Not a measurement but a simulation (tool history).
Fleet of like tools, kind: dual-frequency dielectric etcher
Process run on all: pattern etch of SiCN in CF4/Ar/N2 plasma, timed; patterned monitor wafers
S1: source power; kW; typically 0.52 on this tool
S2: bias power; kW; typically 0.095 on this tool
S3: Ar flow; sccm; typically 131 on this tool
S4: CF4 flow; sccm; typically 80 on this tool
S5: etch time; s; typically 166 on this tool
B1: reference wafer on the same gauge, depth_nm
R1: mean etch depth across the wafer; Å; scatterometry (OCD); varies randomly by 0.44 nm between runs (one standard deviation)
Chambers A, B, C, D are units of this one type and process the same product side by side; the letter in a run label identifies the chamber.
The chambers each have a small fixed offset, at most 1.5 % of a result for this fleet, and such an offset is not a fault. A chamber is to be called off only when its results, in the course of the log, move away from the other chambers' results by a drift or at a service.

run	hour	S1	S2	S3	S4	S5	B1	R1
1D	7	0.52	0.095	131	80	166	200.94	1746.2
2C	11.8	0.52	0.095	131	80	166	200.89	1739.1
3B	18.5	0.52	0.095	131	80	166	201.12	1759.9
4A	25.4	0.52	0.095	131	80	166	200.98	1746.1
5C	29.7	0.52	0.095	131	80	166	200.98	1730.6
6B	37.4	0.52	0.095	131	80	166	200.99	1746.8
7A	43.3	0.52	0.095	131	80	166	201.14	1752.2
8D	51.1	0.52	0.095	131	80	166	200.87	1742.9
9C	54.8	0.52	0.095	131	80	166	201.02	1732.8
10A	59.4	0.52	0.095	131	80	166	201.05	1746.9
11B	67.8	0.52	0.095	131	80	214.5	200.99	2253.8
12D	73.5	0.52	0.095	131	80	214.5	201	2255.7
13C	78.5	0.52	0.095	131	80	214.5	200.89	2242.4
14A	84.7	0.52	0.095	131	80	214.5	200.97	2249.2
15D	90.8	0.52	0.095	131	80	166	200.99	1754.2
# hour 94.2: chamber C: wet clean of the chamber
16B	98.1	0.52	0.095	131	80	166	201.08	1753.8
17D	105.2	0.52	0.095	131	80	166	201.05	1737.1
18A	112.4	0.52	0.095	131	80	166	201.01	1726.5
19B	116.7	0.52	0.095	131	80	166	200.98	1756.5
20C	122.6	0.52	0.095	131	80	166	200.97	1736.7
# hour 126.4: chamber C: CF4 flow controller replaced
21B	129.8	0.52	0.095	131	80	166	201.07	1752.1
22A	136.2	0.52	0.095	131	80	166	201	1722.5
23D	141.7	0.52	0.095	131	80	166	201.07	1738.2
24C	149.2	0.52	0.109	131	80	166	200.99	1829.4
25A	157.2	0.52	0.109	131	80	166	200.98	1812.7
26D	164.2	0.52	0.109	131	80	166	201.02	1841
27C	169.1	0.52	0.109	131	80	166	200.84	1826.6
28B	173.1	0.52	0.095	131	80	166	200.95	1747.4
29D	177.2	0.52	0.085	131	80	166	201.03	1671.9
30C	183.1	0.52	0.085	131	80	166	201.11	1668.4
31A	188.5	0.52	0.085	131	80	166	200.91	1649.2
32B	192.5	0.52	0.085	131	80	166	200.88	1681.3
33C	200.9	0.52	0.095	131	80	166	201.06	1722.2
34B	206.2	0.52	0.095	131	80	166	200.95	1750
35A	212.6	0.52	0.11	103	80	166	200.91	1853.9
36D	217.4	0.52	0.11	103	80	166	201.04	1902.7
37D	222.2	0.52	0.11	103	80	166	201.01	1911.2
38B	229.6	0.52	0.11	103	80	166	200.95	1900.1
39A	234.1	0.52	0.095	131	80	166	201.03	1694.6
40C	237.8	0.52	0.095	131	80	166	200.85	1740.3

Is one chamber out of step, is the gauge drifting, or do the chambers differ by no more than their own small offsets? For an off chamber, give its letter and the likeliest cause.

It is chamber A that slowly wanders off from its peers.
What lies behind it: source power that arrives under what is set, % = 3.38.
The log may not tell that from: etch rate under this chamber's usual, %.

Below are 4 candidate recipes for chamber A's next run, each the usual settings with a change, their results shown as question marks. Which of them brings A's results back in line with what the other chambers give on the usual settings?
In line means no further than this from the other chambers' mean on the usual settings: R1 15 Å
41A-1	243.9	0.52	0.101	128	82	166		?
41A-2	243.9	0.52	0.095	131	80	175.5		?
41A-3	243.9	0.52	0.095	144	72	166		?
41A-4	243.9	0.51	0.094	131	80	160		?

Other chambers, usual settings, mean: R1 1744.5 Å
run	R1
41A-1	1746.6
41A-2	1793.8
41A-3	1649
41A-4	1601.8
With 41A-1, the chamber falls back in line with the rest.

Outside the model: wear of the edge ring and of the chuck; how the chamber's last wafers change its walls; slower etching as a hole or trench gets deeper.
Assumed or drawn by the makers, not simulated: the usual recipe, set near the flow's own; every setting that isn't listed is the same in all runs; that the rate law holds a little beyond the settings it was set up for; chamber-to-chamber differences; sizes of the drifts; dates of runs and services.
